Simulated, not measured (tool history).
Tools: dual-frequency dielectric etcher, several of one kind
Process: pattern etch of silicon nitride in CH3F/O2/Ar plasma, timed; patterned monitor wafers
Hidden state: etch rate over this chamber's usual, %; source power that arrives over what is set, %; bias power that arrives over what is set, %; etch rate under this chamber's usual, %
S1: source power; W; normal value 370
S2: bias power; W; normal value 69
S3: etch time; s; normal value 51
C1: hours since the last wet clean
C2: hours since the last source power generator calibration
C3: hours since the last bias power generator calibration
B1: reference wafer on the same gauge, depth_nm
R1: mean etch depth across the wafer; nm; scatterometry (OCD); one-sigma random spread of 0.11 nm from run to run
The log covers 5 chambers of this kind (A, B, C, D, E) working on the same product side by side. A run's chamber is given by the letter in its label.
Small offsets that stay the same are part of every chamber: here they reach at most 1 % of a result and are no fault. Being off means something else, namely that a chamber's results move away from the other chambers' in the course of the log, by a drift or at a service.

run   hour   S1  S2  S3     C1      C2      C3      B1      R1
 1E    4.1  370  69  51   46.8  1430.7  3535.4  37.168  34.148
 2D    8.6  370  69  51    241  1565.8  1363.4   37.18  34.442
 3B   11.8  370  69  51   60.4    2258  1161.8  37.209  33.876
 4C     17  370  69  51   23.4  1075.2  1736.6  37.173   34.14
 5A   22.1  370  76  65    370   853.5  2163.8  37.198  44.988
 6E   27.1  370  76  65   69.8  1453.7  3558.4  37.184   45.03
 7B   30.7  370  76  65   79.3  2276.9  1180.7    37.2  45.268
 8D   34.2  370  76  65  266.6  1591.4    1389  37.211  45.659
 9C   38.9  370  76  65   45.3  1097.1  1758.5  37.213  44.869
10A   43.3  370  69  51  391.2   874.7    2185  37.201  34.284
11C   46.4  370  69  51   52.8  1104.6    1766  37.231  33.814
12E   52.5  370  69  51   95.2  1479.1  3583.8  37.198    34.4
13D   55.3  370  69  51  287.7  1612.5  1410.1  37.182  34.751
14B   60.4  370  69  51    109  2306.6  1210.4  37.203  33.859
15A     64  370  69  51  411.9   895.4  2205.7   37.18  34.306
16E   67.5  370  69  51  110.2  1494.1  3598.8  37.213  34.266
17C   70.7  370  69  51   77.1  1128.9  1790.3  37.201   34.15
18A     76  430  69  51  423.9   907.4  2217.7    37.2  36.319
19D   80.9  430  69  51  313.3  1638.1  1435.7  37.176  36.892
20B   83.9  430  69  51  132.5  2330.1  1233.9  37.193  36.053
21C   88.7  430  69  51   95.1  1146.9  1808.3  37.201  36.095
      88.8  -- chamber A: wet clean of the chamber
22A   91.5  430  69  51    2.7   922.9  2233.2  37.177  36.136
23B   96.5  370  69  51  145.1  2342.7  1246.5  37.221  34.081
24D   99.6  370  69  51    332  1656.8  1454.4  37.217  35.226
25E  102.3  370  69  44    145  1528.9  3633.6  37.198  29.699
26B  108.4  370  69  44    157  2354.6  1258.4  37.182  29.296
27E  112.3  370  69  44    155  1538.9  3643.6  37.147  29.388
28D  115.6  370  69  44    348  1672.8  1470.4  37.223   30.55
29A  120.4  370  69  44   31.6   951.8  2262.1  37.218  29.521
30C  126.4  370  69  51  132.8  1184.6    1846  37.194  33.987
31D  130.6  370  69  51    363  1687.8  1485.4  37.202  35.641
32A  136.4  370  69  51   47.6   967.8  2278.1  37.187  34.173
33B  141.1  370  69  51  189.7  2387.3  1291.1  37.193  34.096
34C  143.9  370  69  51  150.3  1202.1  1863.5  37.191  33.976
35E  148.3  370  69  51    191  1574.9  3679.6  37.199  34.237
36D  151.7  370  58  51  384.1  1708.9  1506.5  37.208  33.682
37E  154.5  370  58  51  197.2  1581.1  3685.8  37.211  32.278

Decide between three cases: one chamber stands off from its peers, the gauge reading all wafers drifts, or nothing is wrong past each chamber's small offset. Where a chamber is off, say which and what most likely put it there.

Chamber D drifts away from the others.
Cause: etch rate over this chamber's usual, % = 3.77.

Which of the 4 candidates below, each the usual settings with something changed and its results left as question marks, puts chamber D back in line with what the other chambers give on the usual settings?
Counts as in line when no further than this from what the other chambers average on the usual settings: R1 0.39 nm
38D-1   159  370  68    49                   ?
38D-2   159  370  78    51                   ?
38D-3   159  420  77    51                   ?
38D-4   159  360  68  47.5                   ?

Usual-settings mean across the other chambers: R1 34.133 nm
  run      R1
38D-1  34.157
38D-2  37.301
38D-3   38.94
38D-4   32.77
The answer is 38D-1, which returns the chamber to within the allowed miss of the others.

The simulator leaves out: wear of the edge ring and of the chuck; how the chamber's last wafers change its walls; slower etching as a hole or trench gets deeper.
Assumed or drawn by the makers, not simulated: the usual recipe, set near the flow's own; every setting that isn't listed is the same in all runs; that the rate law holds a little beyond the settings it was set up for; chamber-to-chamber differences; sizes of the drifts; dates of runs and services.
